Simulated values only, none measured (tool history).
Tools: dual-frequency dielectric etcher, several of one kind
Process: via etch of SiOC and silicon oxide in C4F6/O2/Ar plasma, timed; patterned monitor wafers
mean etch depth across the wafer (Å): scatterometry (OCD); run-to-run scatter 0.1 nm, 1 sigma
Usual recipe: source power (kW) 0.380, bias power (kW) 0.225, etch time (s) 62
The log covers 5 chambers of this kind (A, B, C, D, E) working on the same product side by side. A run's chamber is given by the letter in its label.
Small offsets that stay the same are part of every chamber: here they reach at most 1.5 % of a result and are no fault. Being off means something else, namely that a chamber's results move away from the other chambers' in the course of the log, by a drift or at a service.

| run | hour | source power (kW) | bias power (kW) | etch time (s) | read-back reference wafer on the same gauge, depth_nm | mean etch depth across the wafer (Å) |
|---|---|---|---|---|---|---|
| 1C | 5.6 | 0.380 | 0.225 | 62 | 60.973 | 740.35 |
| 2B | 10.8 | 0.380 | 0.225 | 62 | 60.977 | 737.50 |
| 3E | 15.7 | 0.380 | 0.225 | 62 | 60.972 | 733.13 |
| 4A | 18.7 | 0.380 | 0.225 | 62 | 60.975 | 739.83 |
|  | 19.5 | chamber C: wet clean of the chamber |
| 5D | 25.1 | 0.380 | 0.225 | 62 | 60.949 | 740.18 |
| 6E | 31.3 | 0.380 | 0.225 | 62 | 60.968 | 731.38 |
| 7A | 34.4 | 0.380 | 0.225 | 62 | 60.934 | 736.96 |
| 8C | 40.2 | 0.380 | 0.225 | 62 | 60.942 | 739.55 |
| 9B | 45.0 | 0.380 | 0.225 | 62 | 60.921 | 738.77 |
| 10D | 50.6 | 0.470 | 0.225 | 77 | 60.918 | 992.70 |
| 11D | 54.6 | 0.470 | 0.225 | 77 | 60.906 | 994.28 |
| 12E | 57.8 | 0.470 | 0.225 | 77 | 60.892 | 986.27 |
|  | 59.2 | chamber E: wet clean of the chamber |
| 13C | 61.8 | 0.470 | 0.225 | 77 | 60.904 | 997.89 |
| 14B | 67.4 | 0.470 | 0.225 | 77 | 60.894 | 991.75 |
| 15A | 71.4 | 0.380 | 0.225 | 62 | 60.874 | 739.17 |
| 16E | 74.2 | 0.380 | 0.225 | 62 | 60.857 | 729.44 |
| 17D | 77.1 | 0.380 | 0.225 | 62 | 60.881 | 736.72 |
| 18B | 83.0 | 0.380 | 0.225 | 62 | 60.862 | 737.20 |
| 19C | 88.6 | 0.380 | 0.225 | 62 | 60.833 | 738.20 |
| 20A | 93.2 | 0.380 | 0.225 | 62 | 60.840 | 736.94 |
| 21C | 99.8 | 0.380 | 0.225 | 62 | 60.831 | 738.73 |
| 22B | 103.8 | 0.380 | 0.225 | 62 | 60.814 | 735.29 |
| 23A | 110.2 | 0.380 | 0.225 | 62 | 60.805 | 736.90 |
| 24D | 115.7 | 0.380 | 0.225 | 62 | 60.808 | 735.83 |
| 25E | 122.0 | 0.380 | 0.225 | 62 | 60.788 | 729.96 |
| 26A | 125.9 | 0.380 | 0.225 | 62 | 60.778 | 736.46 |
| 27E | 129.8 | 0.380 | 0.225 | 62 | 60.781 | 728.41 |
| 28C | 135.7 | 0.380 | 0.225 | 62 | 60.777 | 737.37 |
| 29B | 139.4 | 0.380 | 0.225 | 62 | 60.759 | 736.34 |
| 30D | 144.4 | 0.330 | 0.225 | 62 | 60.738 | 697.80 |
| 31E | 150.7 | 0.330 | 0.225 | 62 | 60.736 | 689.51 |
| 32D | 156.5 | 0.330 | 0.225 | 62 | 60.728 | 695.75 |
| 33A | 160.4 | 0.330 | 0.225 | 62 | 60.717 | 694.78 |
| 34C | 164.0 | 0.330 | 0.225 | 62 | 60.699 | 697.84 |
| 35B | 169.4 | 0.380 | 0.225 | 62 | 60.699 | 734.37 |
| 36C | 173.5 | 0.380 | 0.225 | 62 | 60.691 | 736.62 |
| 37B | 178.9 | 0.380 | 0.225 | 62 | 60.706 | 734.81 |
| 38D | 182.0 | 0.380 | 0.225 | 62 | 60.693 | 734.96 |
| 39E | 188.6 | 0.380 | 0.225 | 62 | 60.686 | 727.53 |

Does one chamber stand apart from the rest, does the shared gauge drift, or is all well apart from small per-chamber offsets? Give the chamber and the most likely cause, where there is one.

The gauge drifts, so all chambers seem to drift together. No chamber is off.
Likeliest cause: gauge reads low (%) = 0.553.
